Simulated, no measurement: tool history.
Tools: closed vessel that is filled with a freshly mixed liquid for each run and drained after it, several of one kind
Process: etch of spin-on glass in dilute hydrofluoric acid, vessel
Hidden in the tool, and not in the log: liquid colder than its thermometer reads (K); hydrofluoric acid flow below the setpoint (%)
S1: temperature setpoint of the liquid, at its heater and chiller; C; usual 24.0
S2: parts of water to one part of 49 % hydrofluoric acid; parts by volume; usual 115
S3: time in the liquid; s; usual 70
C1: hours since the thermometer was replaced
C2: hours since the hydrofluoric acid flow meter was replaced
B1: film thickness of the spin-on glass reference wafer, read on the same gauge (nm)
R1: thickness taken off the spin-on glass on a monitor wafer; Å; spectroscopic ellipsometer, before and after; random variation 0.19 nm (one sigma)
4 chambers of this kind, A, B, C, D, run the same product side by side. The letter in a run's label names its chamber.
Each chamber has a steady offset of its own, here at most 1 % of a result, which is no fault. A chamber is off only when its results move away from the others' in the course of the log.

run,day,S1,S2,S3,C1,C2,B1,R1
1C,0.304,24.0,115,70,148.5,810.7,80.010,303.82
2A,0.467,24.0,115,70,537.9,80.1,79.991,304.79
3B,0.738,24.0,115,70,497.1,951.3,79.991,300.53
# day 0.817: chamber D: thermometer replaced
4D,0.996,24.0,115,70,4.4,328.8,80.010,305.29
5A,1.279,24.0,115,70,557.4,99.6,80.004,305.83
6C,1.550,28.0,115,70,178.4,840.6,79.992,351.63
7B,1.725,28.0,115,70,520.8,975.0,79.997,352.78
8D,2.033,28.0,115,70,29.3,353.7,79.990,354.70
9A,2.317,28.0,115,70,582.3,124.5,80.016,353.05
10C,2.479,24.0,115,70,200.7,862.9,79.998,303.45
11D,2.800,24.0,115,70,47.7,372.1,80.018,305.63
12B,3.038,24.0,115,70,552.3,1006.5,79.980,303.68
13B,3.196,24.0,115,70,556.1,1010.3,80.007,304.06
14A,3.500,24.0,115,70,610.7,152.9,80.011,306.86
15C,3.679,24.0,115,70,229.5,891.7,80.015,299.65
16D,4.012,24.0,115,70,76.8,401.2,79.990,307.04
17B,4.346,24.0,115,70,583.7,1037.9,80.003,303.99
18D,4.550,24.0,115,70,89.7,414.1,80.015,304.20
19A,4.750,24.0,115,70,640.7,182.9,80.007,305.44
20C,4.992,24.0,115,70,261.0,923.2,79.974,304.52
21B,5.183,20.5,115,70,603.8,1058.0,80.021,261.61
22C,5.383,20.5,115,70,270.4,932.6,79.997,263.34
23A,5.667,20.5,115,70,662.7,204.9,79.983,263.59
24D,5.896,20.5,115,70,122.0,446.4,79.990,268.29
25D,6.104,20.0,115,70,127.0,451.4,80.014,259.61
26C,6.442,20.0,115,70,295.8,958.0,79.986,259.70
27A,6.675,20.0,115,70,686.9,229.1,79.987,260.36
28B,6.846,20.0,115,70,643.7,1097.9,79.992,256.02
29A,7.179,24.0,115,70,699.0,241.2,80.014,300.16
30D,7.442,20.5,115,70,159.1,483.5,79.995,266.08
31B,7.592,20.5,115,70,661.6,1115.8,80.018,260.15
32C,7.854,20.5,115,70,329.7,991.9,80.006,261.26
33C,8.092,20.5,115,70,335.4,997.6,80.011,263.39
34A,8.267,24.0,115,70,725.1,267.3,80.022,303.75
35D,8.450,24.0,115,70,183.3,507.7,79.994,307.81
# day 8.621: chamber B: hydrofluoric acid flow meter replaced
36B,8.742,24.0,115,70,689.2,2.9,80.018,304.51
37B,9.021,24.0,115,70,695.9,9.6,80.011,301.76
38D,9.238,24.0,115,70,202.2,526.6,79.989,308.91
39A,9.467,24.0,90,50,753.9,296.1,80.002,290.35
40C,9.779,24.0,90,50,375.9,1038.1,80.001,285.39
41C,9.979,24.0,90,50,380.7,1042.9,80.011,284.37
42A,10.296,24.0,90,50,773.8,316.0,80.003,286.24
43D,10.621,24.0,115,70,235.4,559.8,79.991,304.95
44B,10.883,24.0,115,70,740.6,54.3,80.013,303.06

Next, every chamber runs the same settings. What will each give?
45A,11.125,24.0,80,70,,,,?
45B,11.125,24.0,80,70,,,,?
45C,11.125,24.0,80,70,,,,?
45D,11.125,24.0,80,70,,,,?

run,R1
45A,455.32
45B,454.10
45C,453.22
45D,460.87
